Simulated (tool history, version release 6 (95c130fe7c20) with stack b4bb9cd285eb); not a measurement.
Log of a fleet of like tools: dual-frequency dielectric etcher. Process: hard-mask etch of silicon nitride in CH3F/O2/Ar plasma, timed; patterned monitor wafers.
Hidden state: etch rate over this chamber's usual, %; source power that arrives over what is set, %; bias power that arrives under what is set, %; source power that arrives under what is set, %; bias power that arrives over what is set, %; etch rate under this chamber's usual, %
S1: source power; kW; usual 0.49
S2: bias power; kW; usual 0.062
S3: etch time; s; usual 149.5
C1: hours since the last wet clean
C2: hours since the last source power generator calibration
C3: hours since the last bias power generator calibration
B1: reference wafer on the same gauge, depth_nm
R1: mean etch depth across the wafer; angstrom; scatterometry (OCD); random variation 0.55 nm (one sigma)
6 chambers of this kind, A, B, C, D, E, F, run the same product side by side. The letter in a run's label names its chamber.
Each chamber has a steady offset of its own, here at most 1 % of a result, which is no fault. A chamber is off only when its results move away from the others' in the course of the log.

run   hour    S1     S2     S3     C1      C2      C3      B1      R1
 1F    4.6  0.49  0.062  149.5  484.5    1767  1925.9  99.076  1086.6
 2C     10  0.49  0.062  149.5    133  4059.7    1659  98.924  1069.1
 3B   13.9  0.49  0.062  149.5  134.1  1334.9  1845.4  99.048    1073
 4E   21.4  0.49  0.062  149.5  325.4  1833.6  1655.9  98.998  1082.3
 5D     28  0.49  0.062  149.5  282.3     345    32.2  99.011  1075.3
 6A   31.8  0.49  0.062  149.5  246.2    1307   128.8  98.971  1065.2
 7B   35.9  0.49  0.062  149.5  156.1  1356.9  1867.4  99.009  1071.2
 8D     41  0.49  0.062  149.5  295.3     358    45.2  99.092  1060.7
 9F   49.4   0.6  0.062    108  529.3  1811.8  1970.7  99.066  856.41
10A   54.6   0.6  0.062    108    269  1329.8   151.6  99.116  843.23
11C   59.2   0.6  0.062    108  182.2  4108.9  1708.2  99.201   840.7
12E   67.6   0.6  0.062    108  371.6  1879.8  1702.1   98.96  839.12
13C     73   0.6  0.062    108    196  4122.7    1722  98.999  845.45
14F   80.9   0.6  0.062    108  560.8  1843.3  2002.2  99.026  854.86
15A   86.7  0.49  0.062  149.5  301.1  1361.9   183.7  98.929  1076.6
16E   92.7  0.49  0.062  149.5  396.7  1904.9  1727.2  98.985  1071.4
17D   96.9  0.49  0.062  149.5  351.2   413.9   101.1  99.006  1076.1
18B  105.1  0.49  0.062  149.5  225.3  1426.1  1936.6  98.952  1074.8
19D  110.4  0.49  0.062  149.5  364.7   427.4   114.6  98.952  1072.3
20E  117.1  0.49  0.062  149.5  421.1  1929.3  1751.6    99.1    1070
21A    121  0.49  0.072  167.5  335.4  1396.2     218  98.937  1261.1
     126.9  -- chamber E: wet clean of the chamber
22B  126.9  0.49  0.072  167.5  247.1  1447.9  1958.4  98.953    1255
23F    131  0.49  0.072  167.5  610.9  1893.4  2052.3  99.059    1284
24C  139.5  0.49  0.072  167.5  262.5  4189.2  1788.5  99.079    1261
25A  144.6  0.49  0.072  167.5    359  1419.8   241.6   99.02  1256.1
26E  149.2  0.49  0.072  167.5   22.3  1961.4  1783.7  99.136  1259.5
     150.8  -- chamber F: wet clean of the chamber
27F  157.6  0.49  0.062  149.5    6.9    1920  2078.9  98.902  1139.9
28C  165.7  0.49  0.062  149.5  288.7  4215.4  1814.7  98.943    1085
29B  170.8  0.49  0.062  149.5    291  1491.8  2002.3  99.062  1063.5
30D  174.6  0.49  0.062  149.5  428.9   491.6   178.8  98.974  1072.8
31C  179.3  0.49  0.062  149.5  302.3    4229  1828.3  99.027  1079.4
32A  185.4  0.49  0.062  149.5  399.8  1460.6   282.4  99.033  1064.8
33E  190.1  0.49  0.062  149.5   63.2  2002.3  1824.6  99.029  1080.7
34B    194  0.49  0.062  149.5  314.2    1515  2025.5  99.027  1079.1
35D  201.5  0.49  0.062  149.5  455.8   518.5   205.7  98.936  1080.3
36F  206.1  0.49  0.062  149.5   55.4  1968.5  2127.4  98.907  1135.1
37A  214.2  0.49  0.062  149.5  428.6  1489.4   311.2   99.07  1073.7
38C  218.2  0.49  0.062  149.5  341.2  4267.9  1867.2   98.97  1079.1
39E  223.1  0.49  0.062  149.5   96.2  2035.3  1857.6  99.125  1063.7
40B  227.3  0.49  0.062  116.5  347.5  1548.3  2058.8  99.013     835
     232.1  -- chamber B: wet clean of the chamber
41F  234.3  0.49  0.062  116.5   83.6  1996.7  2155.6  98.961  887.85
42D    241  0.49  0.062  116.5  495.3     558   245.2  99.094  836.13
43B  245.3  0.49  0.062  116.5   13.3  1566.3  2076.8  99.009   835.9

All 6 chambers run these settings next. Forecast each chamber's results:
44A  251.5  0.49  0.062  112                   ?
44B  251.5  0.49  0.062  112                   ?
44C  251.5  0.49  0.062  112                   ?
44D  251.5  0.49  0.062  112                   ?
44E  251.5  0.49  0.062  112                   ?
44F  251.5  0.49  0.062  112                   ?

run      R1
44A  800.27
44B   803.1
44C  800.72
44D  805.14
44E  803.88
44F  847.45
